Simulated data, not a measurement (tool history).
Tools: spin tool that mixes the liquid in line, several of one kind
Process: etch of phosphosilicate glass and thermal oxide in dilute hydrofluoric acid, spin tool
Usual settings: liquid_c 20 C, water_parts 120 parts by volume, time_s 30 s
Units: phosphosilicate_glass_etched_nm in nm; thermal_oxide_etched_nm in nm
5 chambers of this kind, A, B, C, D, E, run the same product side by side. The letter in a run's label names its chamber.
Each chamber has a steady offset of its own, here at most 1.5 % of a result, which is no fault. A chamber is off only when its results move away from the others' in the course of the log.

run   hour  liquid_c  water_parts  time_s  read-back film thickness of the phosphosilicate glass reference wafer, read on the same gauge (nm)  read-back film thickness of the thermal oxide reference wafer, read on the same gauge (nm)  phosphosilicate_glass_etched_nm  thermal_oxide_etched_nm
 1B    7.9        20          120      30                                                                                              89.988                                                                                      40.021                           41.582                  0.96424
 2E   14.0        20          120      30                                                                                              89.955                                                                                      40.011                           41.407                  1.00100
 3C   21.3        20          120      30                                                                                              90.007                                                                                      39.985                           40.903                  0.91634
 4D   29.1        20          120      30                                                                                              90.009                                                                                      40.025                           41.759                  0.98551
 5A   35.5        20          120      30                                                                                              90.031                                                                                      40.026                           42.186                  0.94889
 6E   41.0        20          120      30                                                                                              89.976                                                                                      40.000                           42.165                  0.97466
 7A   49.6        20          120      30                                                                                              89.976                                                                                      39.998                           41.959                  0.98659
 8B   54.1        20          120      30                                                                                              89.977                                                                                      40.005                           41.080                  0.91945
 9D   60.1        20          120      30                                                                                              90.003                                                                                      40.003                           41.968                  0.94187
10C   65.1        20          120      30                                                                                              90.011                                                                                      40.022                           41.014                  0.96623
11C   74.3        20          120      30                                                                                              89.982                                                                                      39.977                           40.883                  0.97308
12B   80.5        20          120      30                                                                                              89.994                                                                                      39.973                           41.469                  0.94438
13A   85.2        20          120      30                                                                                              89.990                                                                                      40.012                           41.183                  1.00460
14D   91.8        20          120      30                                                                                              89.978                                                                                      40.018                           42.130                  0.92447
15E   99.5        20          120      30                                                                                              89.993                                                                                      39.981                           42.215                  0.91319
16A  103.8        17          120      30                                                                                              90.011                                                                                      40.020                           36.455                  0.82899
17E  109.0        17          120      30                                                                                              89.981                                                                                      40.001                           37.280                  0.85237
18C  115.7        17          120      30                                                                                              89.993                                                                                      40.004                           36.743                  0.82554
19B  124.3        17          120      30                                                                                              90.031                                                                                      39.999                           36.682                  0.86438
20D  133.7        17          120      30                                                                                              90.005                                                                                      39.991                           37.366                  0.82383
21E  139.3        20          120      30                                                                                              90.009                                                                                      39.963                           41.391                  0.96992
22B  143.4        22           85      30                                                                                              90.018                                                                                      39.978                           67.278                  1.50730
23D  151.4        22           85      30                                                                                              89.954                                                                                      40.005                           66.265                  1.46130
24A  160.0        22           85      30                                                                                              89.994                                                                                      39.984                           65.542                  1.49970
25C  165.2        22           85      30                                                                                              90.020                                                                                      40.008                           66.347                  1.42660
26A  169.5        22           85      30                                                                                              90.005                                                                                      40.002                           65.818                  1.54430
27C  177.4        20          120      30                                                                                              90.007                                                                                      39.999                           41.140                  0.91464
28E  182.1        20          120      30                                                                                              90.022                                                                                      39.982                           42.249                  0.93469
29D  191.1        20          120      30                                                                                              89.991                                                                                      40.001                           42.222                  0.94269
30B  196.2        20          120      30                                                                                              90.022                                                                                      40.010                           41.767                  0.89516

What goes on in this fleet: one chamber off, a drifting gauge, or nothing beyond the chambers' own small offsets? Name the chamber and the cause, if any.

No chamber stands off beyond its own small offset, and the gauge holds steady.
